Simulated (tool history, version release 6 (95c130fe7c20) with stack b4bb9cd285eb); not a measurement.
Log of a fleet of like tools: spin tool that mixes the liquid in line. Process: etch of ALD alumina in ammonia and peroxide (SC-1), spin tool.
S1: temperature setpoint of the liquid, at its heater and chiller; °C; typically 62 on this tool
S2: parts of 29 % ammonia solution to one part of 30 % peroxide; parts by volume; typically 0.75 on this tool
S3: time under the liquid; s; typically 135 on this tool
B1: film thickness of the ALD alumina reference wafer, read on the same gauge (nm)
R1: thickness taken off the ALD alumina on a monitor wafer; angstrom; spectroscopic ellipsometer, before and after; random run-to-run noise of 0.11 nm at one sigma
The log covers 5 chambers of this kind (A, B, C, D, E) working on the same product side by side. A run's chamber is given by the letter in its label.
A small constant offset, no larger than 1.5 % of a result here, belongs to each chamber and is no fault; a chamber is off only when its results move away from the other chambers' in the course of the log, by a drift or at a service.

run,day,S1,S2,S3,B1,R1
1A,0.242,62,0.75,135,49.994,231.33
2C,0.408,62,0.75,135,49.985,230.48
3D,0.571,62,0.75,135,50.006,230.97
4E,0.838,62,0.75,135,50.015,236.17
# day 0.846: chamber D: ammonia flow meter replaced
5B,1.071,62,0.75,135,49.985,228.73
6A,1.267,59,0.75,175,50.018,256.98
7B,1.433,59,0.75,175,50.001,254.77
8E,1.729,59,0.75,175,50.021,259.42
9C,1.929,59,0.75,175,49.991,255.98
10D,2.154,59,0.75,175,50.013,256.78
11C,2.317,62,0.75,135,50.014,231.22
12B,2.608,62,0.75,135,50.015,230.34
13E,2.754,62,0.75,135,50.007,233.4
14A,2.925,58.5,1.1,135,49.995,199.07
15D,3.062,58.5,1.1,135,49.996,201.28
16B,3.283,58.5,1.1,135,50.005,200.54
17A,3.508,58.5,1.1,135,50.015,200.22
# day 3.588: chamber D: new drum of ammonia solution connected
18C,3.696,58.5,1.1,135,49.991,198.76
19E,3.979,62,0.75,135,49.999,236.27
20D,4.208,62,0.75,135,49.993,232.66
21A,4.483,62,0.75,135,50.002,230.81
22E,4.696,62,0.75,135,49.996,234.1
23B,4.867,62,0.75,135,49.997,229.18
# day 5.025: chamber B: ammonia flow meter replaced
24D,5.108,70,0.75,135,50.002,345.51
25C,5.304,70,0.75,135,50.009,341.47
26D,5.571,70,0.75,135,50.007,349.29
27C,5.854,70,0.75,135,50.008,339.51
28A,6.129,70,0.75,135,49.982,347.25
29E,6.4,62,0.6,60,49.992,102.31
30B,6.538,62,0.6,60,49.976,100.05
31C,6.733,62,0.6,60,50.007,98.538
32E,7.021,62,0.6,60,50.023,102.01
33A,7.183,62,0.6,60,50.006,101.76
34B,7.45,62,0.75,135,49.974,230.32
35D,7.7,62,0.75,135,49.989,230.96
36D,7.983,62,0.75,135,50.014,231.78
37C,8.117,62,0.75,135,49.997,222.78
38B,8.258,68,0.75,135,49.994,309.84
39A,8.467,68,0.75,135,49.989,314.37
40E,8.7,68,0.75,135,49.991,315.51
41B,8.838,68,0.75,135,50.003,309.99
42C,9.029,68,0.75,135,50.008,298.84
43D,9.192,62,0.75,135,50.008,231.67

What goes on in this fleet: one chamber off, a drifting gauge, or nothing beyond the chambers' own small offsets? Name the chamber and the cause, if any.

Little by little, chamber C moves away from the other chambers.
Most likely cause: temperature lost on the way to the wafer (K) = 1.03.
With only this log, it may be confused with: liquid colder than its thermometer reads (K).

Which of the 4 candidates below, each the usual settings with something changed and its results left as question marks, puts chamber C back in line with what the other chambers give on the usual settings?
In line here means within this much of the mean the other chambers give on the usual settings: R1 3.9 angstrom
44C-1,9.408,61,0.75,135,,?
44C-2,9.408,63,0.75,135,,?
44C-3,9.408,62,0.6,135,,?
44C-4,9.408,62,0.9,135,,?

Mean of the other chambers on the usual settings: R1 231.66 angstrom
run,R1
44C-1,208.53
44C-2,231.27
44C-3,215.11
44C-4,223.53
It is 44C-2 that realigns the chamber with its peers.

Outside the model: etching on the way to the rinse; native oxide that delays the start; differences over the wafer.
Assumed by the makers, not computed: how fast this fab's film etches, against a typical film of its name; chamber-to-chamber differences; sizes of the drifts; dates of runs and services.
